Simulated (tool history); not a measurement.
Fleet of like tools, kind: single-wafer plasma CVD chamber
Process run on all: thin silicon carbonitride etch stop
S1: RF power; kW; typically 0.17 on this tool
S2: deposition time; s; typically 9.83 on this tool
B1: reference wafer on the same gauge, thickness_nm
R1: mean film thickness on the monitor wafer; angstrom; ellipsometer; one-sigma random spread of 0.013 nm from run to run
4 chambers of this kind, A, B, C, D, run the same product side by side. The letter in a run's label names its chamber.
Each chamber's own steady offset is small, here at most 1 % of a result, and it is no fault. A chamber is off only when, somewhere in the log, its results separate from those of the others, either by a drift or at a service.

run,hour,S1,S2,B1,R1
1C,9.2,0.17,9.83,5.4184,52.792
2B,15,0.17,9.83,5.4174,53.074
3D,20.7,0.17,9.83,5.4211,53.5
4A,28.3,0.17,9.83,5.4167,53.454
5B,37.5,0.17,9.83,5.4179,53.099
6A,42.6,0.17,9.83,5.4162,53.114
7C,47.8,0.17,9.83,5.4209,53.007
8D,57,0.17,9.83,5.4199,53.702
9C,66.3,0.17,9.83,5.4185,53.036
10B,75.8,0.17,9.83,5.4222,53.355
11A,85.8,0.17,9.83,5.4218,53.41
12D,96.3,0.17,9.83,5.4232,53.893
13D,107.5,0.17,9.83,5.4227,53.623
14B,114.8,0.17,9.83,5.4183,52.918
15A,125,0.17,9.83,5.4205,53.189
16C,133.5,0.17,9.83,5.4216,52.762
17B,142.7,0.145,9.83,5.4199,50.192
18C,151.7,0.145,9.83,5.4197,50.555
19D,162.6,0.145,9.83,5.4201,51.21
20A,169.2,0.145,9.83,5.4195,50.622
21B,174.1,0.17,9.83,5.4171,52.221
22A,183.7,0.17,9.83,5.42,53.126
23D,190.1,0.17,9.83,5.4178,53.647
24C,198.8,0.17,9.83,5.4202,52.932
25D,206.2,0.17,9.83,5.4196,53.545

Decide between three cases: one chamber stands off from its peers, the gauge reading all wafers drifts, or nothing is wrong past each chamber's small offset. Where a chamber is off, say which and what most likely put it there.

It is chamber B that slowly wanders off from its peers.
Cause: delivered RF power below the setpoint (%) = 8.43.

Which of the 4 candidates below, each the usual settings with something changed and its results left as question marks, puts chamber B back in line with what the other chambers give on the usual settings?
To be in line, a result may differ from the other chambers' mean on the usual settings by at most: R1 0.44 angstrom
26B-1,214.2,0.175,10.41,,?
26B-2,214.2,0.17,10.1,,?
26B-3,214.2,0.165,9.3,,?
26B-4,214.2,0.155,9.83,,?

On the usual settings, the other chambers give on average: R1 53.318 angstrom
run,R1
26B-1,55.322
26B-2,53.208
26B-3,48.554
26B-4,50.362
26B-2 puts the chamber back in line with the other chambers.

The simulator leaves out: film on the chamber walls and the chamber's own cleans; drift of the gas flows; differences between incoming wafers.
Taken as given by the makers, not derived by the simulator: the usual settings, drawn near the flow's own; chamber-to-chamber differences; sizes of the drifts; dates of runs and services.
